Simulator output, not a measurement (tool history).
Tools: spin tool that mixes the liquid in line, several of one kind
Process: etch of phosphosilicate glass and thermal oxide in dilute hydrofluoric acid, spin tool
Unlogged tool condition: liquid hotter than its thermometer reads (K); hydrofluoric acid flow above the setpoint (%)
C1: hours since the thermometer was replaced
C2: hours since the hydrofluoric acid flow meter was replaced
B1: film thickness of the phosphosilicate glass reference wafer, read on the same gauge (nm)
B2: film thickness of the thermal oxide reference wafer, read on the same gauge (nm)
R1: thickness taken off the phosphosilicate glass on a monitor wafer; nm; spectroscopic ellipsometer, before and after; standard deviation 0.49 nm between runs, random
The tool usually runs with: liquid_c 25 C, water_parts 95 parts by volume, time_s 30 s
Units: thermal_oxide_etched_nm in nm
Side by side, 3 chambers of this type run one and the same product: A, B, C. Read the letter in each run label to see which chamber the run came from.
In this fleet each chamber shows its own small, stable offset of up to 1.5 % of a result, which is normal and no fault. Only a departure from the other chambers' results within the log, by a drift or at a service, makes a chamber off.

Run 1A, day 0.242: usual settings; C1 1771.9; C2 100.7; B1 69.973; B2 80.020. Result: R1 65.193 nm, thermal_oxide_etched_nm 1.5820 nm.
Run 2B, day 0.433: usual settings; C1 685.7; C2 199.6; B1 70.003; B2 80.025. Result: R1 66.691 nm, thermal_oxide_etched_nm 1.6319 nm.
Run 3C, day 0.700: usual settings; C1 1281.0; C2 524.4; B1 69.991; B2 80.038. Result: R1 65.895 nm, thermal_oxide_etched_nm 1.6271 nm.
Run 4C, day 0.900: usual settings; C1 1285.8; C2 529.2; B1 69.995; B2 79.984. Result: R1 65.833 nm, thermal_oxide_etched_nm 1.5822 nm.
Run 5A, day 1.208: usual settings; C1 1795.1; C2 123.9; B1 70.009; B2 79.994. Result: R1 66.322 nm, thermal_oxide_etched_nm 1.5709 nm.
Run 6B, day 1.383: usual settings; C1 708.5; C2 222.4; B1 70.017; B2 79.986. Result: R1 66.411 nm, thermal_oxide_etched_nm 1.6371 nm.
Run 7A, day 1.583: usual settings; C1 1804.1; C2 132.9; B1 69.980; B2 80.019. Result: R1 66.536 nm, thermal_oxide_etched_nm 1.5924 nm.
Run 8C, day 1.792: usual settings; C1 1307.2; C2 550.6; B1 70.020; B2 80.051. Result: R1 66.380 nm, thermal_oxide_etched_nm 1.5714 nm.
Run 9B, day 2.050: usual settings; C1 724.5; C2 238.4; B1 70.001; B2 79.984. Result: R1 66.182 nm, thermal_oxide_etched_nm 1.6259 nm.
Run 10C, day 2.283: usual settings but liquid_c 27 C; C1 1319.0; C2 562.4; B1 69.997; B2 79.989. Result: R1 71.568 nm, thermal_oxide_etched_nm 1.6773 nm.
Run 11A, day 2.483: usual settings but liquid_c 27 C; C1 1825.7; C2 154.5; B1 69.999; B2 80.008. Result: R1 71.438 nm, thermal_oxide_etched_nm 1.7730 nm.
Run 12B, day 2.679: usual settings but liquid_c 27 C; C1 739.6; C2 253.5; B1 69.988; B2 79.996. Result: R1 71.796 nm, thermal_oxide_etched_nm 1.7388 nm.
Run 13B, day 2.929: usual settings; C1 745.6; C2 259.5; B1 70.016; B2 80.036. Result: R1 66.584 nm, thermal_oxide_etched_nm 1.6616 nm.
Run 14C, day 3.075: usual settings; C1 1338.0; C2 581.4; B1 70.016; B2 79.980. Result: R1 65.108 nm, thermal_oxide_etched_nm 1.5605 nm.
Run 15A, day 3.254: usual settings; C1 1844.2; C2 173.0; B1 70.002; B2 79.971. Result: R1 65.912 nm, thermal_oxide_etched_nm 1.5731 nm.
Run 16A, day 3.392: usual settings; C1 1847.5; C2 176.3; B1 69.991; B2 80.011. Result: R1 66.292 nm, thermal_oxide_etched_nm 1.5973 nm.
Run 17B, day 3.633: usual settings; C1 762.5; C2 276.4; B1 69.995; B2 79.950. Result: R1 66.360 nm, thermal_oxide_etched_nm 1.5933 nm.
Run 18C, day 3.821: usual settings; C1 1355.9; C2 599.3; B1 70.024; B2 79.976. Result: R1 65.906 nm, thermal_oxide_etched_nm 1.5737 nm.
Run 19A, day 4.046: usual settings; C1 1863.2; C2 192.0; B1 70.012; B2 79.944. Result: R1 65.175 nm, thermal_oxide_etched_nm 1.6409 nm.
Run 20C, day 4.296: usual settings; C1 1367.3; C2 610.7; B1 69.958; B2 79.983. Result: R1 65.864 nm, thermal_oxide_etched_nm 1.5884 nm.
Run 21B, day 4.583: usual settings but liquid_c 28 C, water_parts 140 parts by volume; C1 785.3; C2 299.2; B1 69.992; B2 80.011. Result: R1 47.770 nm, thermal_oxide_etched_nm 1.1703 nm.
Run 22B, day 4.862: usual settings but liquid_c 28 C, water_parts 140 parts by volume; C1 792.0; C2 305.9; B1 69.998; B2 79.982. Result: R1 48.207 nm, thermal_oxide_etched_nm 1.1262 nm.
Run 23A, day 4.996: usual settings but liquid_c 28 C, water_parts 140 parts by volume; C1 1886.0; C2 214.8; B1 70.021; B2 79.964. Result: R1 46.979 nm, thermal_oxide_etched_nm 1.1778 nm.
Run 24C, day 5.171: usual settings; C1 1388.3; C2 631.7; B1 70.017; B2 80.054. Result: R1 65.937 nm, thermal_oxide_etched_nm 1.6275 nm.
At day 5.396: chamber C: hydrofluoric acid flow meter replaced.
Run 25C, day 5.412: usual settings; C1 1394.1; C2 0.5; B1 69.979; B2 80.011. Result: R1 65.538 nm, thermal_oxide_etched_nm 1.5733 nm.
Run 26A, day 5.558: usual settings; C1 1899.5; C2 228.3; B1 69.989; B2 80.001. Result: R1 64.089 nm, thermal_oxide_etched_nm 1.5331 nm.
Run 27B, day 5.817: usual settings but water_parts 60 parts by volume, time_s 20 s; C1 814.9; C2 328.8; B1 69.989; B2 79.961. Result: R1 71.434 nm, thermal_oxide_etched_nm 1.7183 nm.
Run 28B, day 6.071: usual settings but water_parts 60 parts by volume, time_s 20 s; C1 821.0; C2 334.9; B1 69.991; B2 80.021. Result: R1 72.280 nm, thermal_oxide_etched_nm 1.7694 nm.
Run 29C, day 6.238: usual settings but water_parts 60 parts by volume, time_s 20 s; C1 1413.9; C2 20.3; B1 69.983; B2 79.996. Result: R1 71.646 nm, thermal_oxide_etched_nm 1.6752 nm.
Run 30A, day 6.521: usual settings; C1 1922.6; C2 251.4; B1 70.001; B2 79.986. Result: R1 65.539 nm, thermal_oxide_etched_nm 1.6160 nm.
Run 31A, day 6.708: usual settings; C1 1927.1; C2 255.9; B1 70.034; B2 79.944. Result: R1 66.023 nm, thermal_oxide_etched_nm 1.5500 nm.
Run 32B, day 6.929: usual settings; C1 841.6; C2 355.5; B1 69.994; B2 79.972. Result: R1 67.115 nm, thermal_oxide_etched_nm 1.6010 nm.
Run 33C, day 7.183: usual settings; C1 1436.6; C2 43.0; B1 69.988; B2 79.963. Result: R1 64.955 nm, thermal_oxide_etched_nm 1.5580 nm.
Run 34A, day 7.379: usual settings; C1 1943.2; C2 272.0; B1 69.986; B2 80.018. Result: R1 65.884 nm, thermal_oxide_etched_nm 1.5664 nm.
Run 35B, day 7.658: usual settings; C1 859.1; C2 373.0; B1 69.990; B2 79.974. Result: R1 65.708 nm, thermal_oxide_etched_nm 1.6001 nm.
Run 36C, day 7.817: usual settings; C1 1451.8; C2 58.2; B1 69.988; B2 80.003. Result: R1 66.021 nm, thermal_oxide_etched_nm 1.6135 nm.
Run 37B, day 8.021: usual settings; C1 867.8; C2 381.7; B1 69.982; B2 80.026. Result: R1 66.286 nm, thermal_oxide_etched_nm 1.5998 nm.
Run 38C, day 8.279: usual settings; C1 1462.9; C2 69.3; B1 70.012; B2 80.017. Result: R1 66.316 nm, thermal_oxide_etched_nm 1.5788 nm.
Run 39A, day 8.496: usual settings; C1 1970.0; C2 298.8; B1 70.021; B2 80.001. Result: R1 65.047 nm, thermal_oxide_etched_nm 1.6276 nm.
Run 40A, day 8.708: usual settings; C1 1975.1; C2 303.9; B1 70.003; B2 80.033. Result: R1 65.170 nm, thermal_oxide_etched_nm 1.5993 nm.
Run 41B, day 8.883: usual settings; C1 888.5; C2 402.4; B1 69.982; B2 79.980. Result: R1 66.558 nm, thermal_oxide_etched_nm 1.5234 nm.

Has any chamber moved away from the others, gradually or after a service, or does the common gauge drift, or do the chambers differ only by their own small steady offsets? State the chamber and the most likely cause if one applies.

No chamber is off and the gauge is stable; the differences are just each chamber's small, constant offset.
